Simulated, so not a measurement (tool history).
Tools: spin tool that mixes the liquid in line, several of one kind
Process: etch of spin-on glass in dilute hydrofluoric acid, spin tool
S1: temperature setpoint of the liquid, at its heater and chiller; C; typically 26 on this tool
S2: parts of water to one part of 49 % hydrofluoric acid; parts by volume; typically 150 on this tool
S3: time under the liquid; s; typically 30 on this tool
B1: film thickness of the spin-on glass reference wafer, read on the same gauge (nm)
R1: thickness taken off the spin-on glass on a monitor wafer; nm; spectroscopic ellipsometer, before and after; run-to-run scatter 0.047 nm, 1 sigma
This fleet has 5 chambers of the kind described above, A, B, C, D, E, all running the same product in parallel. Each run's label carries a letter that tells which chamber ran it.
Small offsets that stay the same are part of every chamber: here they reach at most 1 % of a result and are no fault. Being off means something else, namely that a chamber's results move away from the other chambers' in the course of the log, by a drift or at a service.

run	hour	S1	S2	S3	B1	R1
1D	4.7	26	150	30	129.94	8.8767
2B	11.1	26	150	30	130	8.9954
3A	16.8	26	150	30	130	9.0313
4E	21.8	26	150	30	130.01	8.9948
5C	26.3	26	150	30	130.02	8.923
6C	33.5	26	150	30	129.96	9.121
7B	40	26	150	20	130	5.9959
8E	45.7	26	150	20	130.01	6.0007
9A	50.9	26	150	20	129.99	6.0112
10D	60.2	26	150	20	130.03	5.9369
11C	67.5	26	150	20	130.01	6.0173
12B	74	26	150	30	130	9.0353
13D	82.6	26	150	30	130.01	8.9574
14A	88.6	26	150	30	130.01	9.0113
15E	93.3	26	150	30	129.96	8.9949
# hour 99.9: chamber B: thermometer replaced
16C	100.2	26	150	30	129.97	9.1363
17D	109.5	26	150	30	129.96	8.8923
18A	116.2	26	150	30	129.98	9.0757
19E	122.9	26	150	30	130.03	9.0391
20B	130.8	26	150	30	130.03	8.9742
# hour 131.1: chamber E: hydrofluoric acid flow meter replaced
21A	139.8	26	150	30	130.03	8.9665
22D	146	26	150	30	129.96	8.8726
23B	152.2	26	150	30	129.97	9.0071
24E	158.4	26	150	30	130.02	8.9895
25C	165.1	26	150	15	130.02	4.6979
26E	172.3	26	150	15	130	4.472
27A	178.3	26	150	15	129.97	4.4973
28D	186.3	26	150	15	130.03	4.5066
29C	195.4	26	150	15	129.98	4.7135
30B	200.6	26	150	30	130.02	8.982
31A	208.3	26	150	30	130	9.1302

Each of the 5 chambers runs these same settings next. Fill in every chamber's results:
32A	215	26	150	30		?
32B	215	26	150	30		?
32C	215	26	150	30		?
32D	215	26	150	30		?
32E	215	26	150	30		?

run	R1
32A	8.9475
32B	8.9976
32C	9.6197
32D	8.9126
32E	8.9614
